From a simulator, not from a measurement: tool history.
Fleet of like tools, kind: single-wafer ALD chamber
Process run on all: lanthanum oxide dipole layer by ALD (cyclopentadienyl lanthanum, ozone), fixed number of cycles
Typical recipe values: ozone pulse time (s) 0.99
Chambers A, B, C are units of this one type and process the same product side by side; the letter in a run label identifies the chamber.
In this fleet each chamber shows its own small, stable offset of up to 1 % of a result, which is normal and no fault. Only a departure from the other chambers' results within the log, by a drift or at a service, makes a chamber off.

run	hour	ozone pulse time (s)	hours since the last thermocouple change	hours since the last ozone generator service	read-back reference wafer on the same gauge, thickness_nm	mean film thickness on the monitor wafer (angstrom)
1C	5.9	0.99	976.2	176.9	0.4323	4.9767
2B	12.5	0.99	1190.4	116.2	0.43198	5.0413
3A	17.3	0.99	972.2	757.1	0.43188	4.9861
4A	22.2	0.99	977.1	762	0.43202	4.974
5C	28	0.99	998.3	199	0.43223	4.9687
6B	31.4	0.99	1209.3	135.1	0.43195	5.019
7A	37.9	0.99	992.8	777.7	0.43202	4.9511
8B	43	1.25	1220.9	146.7	0.43198	5.3604
9C	48.9	1.25	1019.2	219.9	0.43174	5.312
10C	52	1.25	1022.3	223	0.43201	5.2881
11A	58.8	0.99	1013.7	798.6	0.43187	4.9711
12B	63.4	0.99	1241.3	167.1	0.43206	5.0191
13A	68.8	1.21	1023.7	808.6	0.43171	5.2288
14B	74.6	1.21	1252.5	178.3	0.43161	5.3199
15C	81.4	1.21	1051.7	252.4	0.43212	5.2481
16A	85.1	1.21	1040	824.9	0.43186	5.223
17B	91.5	1.21	1269.4	195.2	0.43195	5.3194
18C	94.7	1.21	1065	265.7	0.43224	5.264
19B	98.8	0.99	1276.7	202.5	0.43191	5.0226
20C	102.9	0.99	1073.2	273.9	0.43188	4.993
21A	107.2	0.64	1062.1	847	0.43201	4.0676
22A	110.5	0.64	1065.4	850.3	0.43226	4.023
23C	116.1	0.64	1086.4	287.1	0.43197	4.1668
24B	122	0.99	1299.9	225.7	0.43188	5.0017
25A	126.6	0.99	1081.5	866.4	0.43209	4.8765
26C	132.4	1.37	1102.7	303.4	0.43178	5.4077
27B	135.6	1.37	1313.5	239.3	0.43217	5.4697
28A	140.1	1.37	1095	879.9	0.43204	5.3083
29B	144.6	0.99	1322.5	248.3	0.43197	5.0104
30C	148.6	0.61	1118.9	319.6	0.43188	4.0626
31C	152.5	0.61	1122.8	323.5	0.43206	4.0641

Next, all 3 chambers run the settings below, one line each with question marks for the results. What does each chamber give?
32A	157.5	0.99				?
32B	157.5	0.99				?
32C	157.5	0.99				?

run	mean film thickness on the monitor wafer (angstrom)
32A	4.8013
32B	5.0242
32C	4.987

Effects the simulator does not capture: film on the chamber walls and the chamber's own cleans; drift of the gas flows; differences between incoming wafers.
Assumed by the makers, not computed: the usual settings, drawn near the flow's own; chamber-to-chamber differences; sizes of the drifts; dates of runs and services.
